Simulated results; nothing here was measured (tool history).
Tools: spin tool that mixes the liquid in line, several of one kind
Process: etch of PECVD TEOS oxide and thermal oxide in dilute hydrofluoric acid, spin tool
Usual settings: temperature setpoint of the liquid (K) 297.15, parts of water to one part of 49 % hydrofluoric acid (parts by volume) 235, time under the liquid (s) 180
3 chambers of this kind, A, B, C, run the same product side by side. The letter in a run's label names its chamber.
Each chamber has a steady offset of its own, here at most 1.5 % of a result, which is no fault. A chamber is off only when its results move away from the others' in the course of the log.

run   hour  temperature setpoint of the liquid (K)  parts of water to one part of 49 % hydrofluoric acid (parts by volume)  time under the liquid (s)  read-back film thickness of the PECVD TEOS oxide reference wafer, read on the same gauge (nm)  read-back film thickness of the thermal oxide reference wafer, read on the same gauge (nm)  thickness taken off the PECVD TEOS oxide on a monitor wafer (angstrom)  thickness taken off the thermal oxide on a monitor wafer (angstrom)
 1C    4.2                                  297.15                                                                     235                        180                                                                                         109.99                                                                                      39.996                                                                   56.52                                                               30.488
 2A    8.2                                  297.15                                                                     235                        180                                                                                         109.98                                                                                      39.986                                                                  57.188                                                               30.779
 3B   14.2                                  297.15                                                                     235                        180                                                                                         110.07                                                                                      40.005                                                                  56.206                                                               30.632
 4C   18.6                                  297.15                                                                     235                        180                                                                                            110                                                                                      39.973                                                                  55.496                                                               30.396
 5A   25.3                                  297.15                                                                     235                        180                                                                                         110.02                                                                                      40.008                                                                  56.108                                                               31.145
 6B     32                                  297.15                                                                     235                        180                                                                                         109.98                                                                                      39.976                                                                  56.126                                                               31.196
 7B   36.5                                  292.15                                                                     195                        180                                                                                            110                                                                                      40.004                                                                  58.161                                                               31.704
 8A   41.2                                  292.15                                                                     195                        180                                                                                         110.03                                                                                      39.994                                                                  58.391                                                               32.015
 9C   48.1                                  292.15                                                                     195                        180                                                                                         110.01                                                                                      39.995                                                                  58.166                                                               31.669
10C   52.8                                  297.15                                                                     235                        180                                                                                         110.03                                                                                       40.01                                                                    56.1                                                               30.382
11A   57.6                                  297.15                                                                     235                        180                                                                                         109.98                                                                                      40.011                                                                  56.668                                                               31.066
12B   61.4                                  297.15                                                                     235                        180                                                                                         109.97                                                                                      40.002                                                                  56.345                                                               30.833
13C   69.5                                  297.15                                                                     235                        180                                                                                         110.01                                                                                      40.015                                                                  56.211                                                               30.236
14A   76.9                                  297.15                                                                     235                        180                                                                                         109.98                                                                                       39.97                                                                  56.762                                                               30.484
15B     82                                  297.15                                                                     235                        180                                                                                         110.03                                                                                      40.017                                                                  56.519                                                               31.251
16A   88.5                                  297.15                                                                     235                        180                                                                                         109.96                                                                                      39.967                                                                  56.462                                                               30.855
17C   93.2                                  297.15                                                                     235                        180                                                                                         109.98                                                                                      40.006                                                                  56.053                                                               30.601
18B  100.8                                  297.15                                                                     235                        180                                                                                         109.99                                                                                      39.992                                                                  55.905                                                               30.817
19C  105.3                                  297.15                                                                     235                        180                                                                                         110.02                                                                                      39.997                                                                  56.205                                                               30.227
20A  109.6                                  297.15                                                                     235                        180                                                                                         109.99                                                                                      40.016                                                                   56.45                                                               30.656
21B    116                                  297.15                                                                     235                        180                                                                                         110.01                                                                                      40.009                                                                  56.084                                                               30.942
22C  121.9                                  297.15                                                                     235                        220                                                                                         110.02                                                                                      39.998                                                                  68.363                                                               37.076
23B  127.2                                  297.15                                                                     235                        220                                                                                         109.98                                                                                      39.995                                                                  68.323                                                               37.951
24A    133                                  297.15                                                                     235                        220                                                                                            110                                                                                      40.006                                                                  69.534                                                               37.479
25A    140                                  297.15                                                                     235                        180                                                                                            110                                                                                      39.979                                                                  56.685                                                                30.87
26B  147.4                                  297.15                                                                     235                        180                                                                                         109.98                                                                                      39.994                                                                  56.587                                                                30.99
27C  154.5                                  297.15                                                                     235                        180                                                                                         109.98                                                                                      39.992                                                                  56.158                                                               30.388
28B  162.7                                  297.15                                                                     235                        180                                                                                         109.97                                                                                      39.988                                                                  56.067                                                               31.012
29C  169.6                                  297.15                                                                     235                        180                                                                                         110.01                                                                                      39.978                                                                  56.172                                                               30.658
30A  174.2                                  297.15                                                                     235                        180                                                                                            110                                                                                       39.99                                                                   56.49                                                                30.83
     177.6  -- chamber C: thermometer replaced
31B  180.4                                  297.15                                                                     235                        180                                                                                            110                                                                                       40.01                                                                   55.93                                                               31.403
     182.6  -- chamber C: hydrofluoric acid flow meter replaced
32A  186.6                                  297.15                                                                     235                        180                                                                                         109.99                                                                                      40.003                                                                  56.793                                                               30.679
33C  194.1                                  297.15                                                                     235                        180                                                                                         109.98                                                                                      39.996                                                                  56.554                                                               30.251
34C  201.3                                  297.15                                                                     235                        115                                                                                            110                                                                                      40.005                                                                  35.621                                                                19.56
35A  208.1                                  297.15                                                                     235                        115                                                                                         110.05                                                                                      40.011                                                                  35.913                                                               19.642
36B  213.6                                  297.15                                                                     235                        115                                                                                            110                                                                                      39.996                                                                  36.046                                                               19.859
37B  220.4                                  297.15                                                                     235                        180                                                                                         109.96                                                                                      40.005                                                                  55.911                                                                31.09
38A  226.9                                  297.15                                                                     235                        145                                                                                         110.03                                                                                      39.992                                                                  45.804                                                               24.643
39C  231.7                                  297.15                                                                     235                        145                                                                                         110.06                                                                                      39.998                                                                  44.984                                                               24.587
40A  239.2                                  297.15                                                                     235                        145                                                                                            110                                                                                      39.998                                                                   45.19                                                               24.771
41C  243.7                                  297.15                                                                     235                        180                                                                                         110.02                                                                                      39.991                                                                  55.741                                                               30.234
42B  249.6                                  297.15                                                                     235                        180                                                                                            110                                                                                      39.993                                                                  56.426                                                               30.801

Is one chamber off against the others, does the gauge drift, or is nothing wrong? If a chamber is off, say which, and what the likeliest cause is.

No chamber stands off beyond its own small offset, and the gauge holds steady.
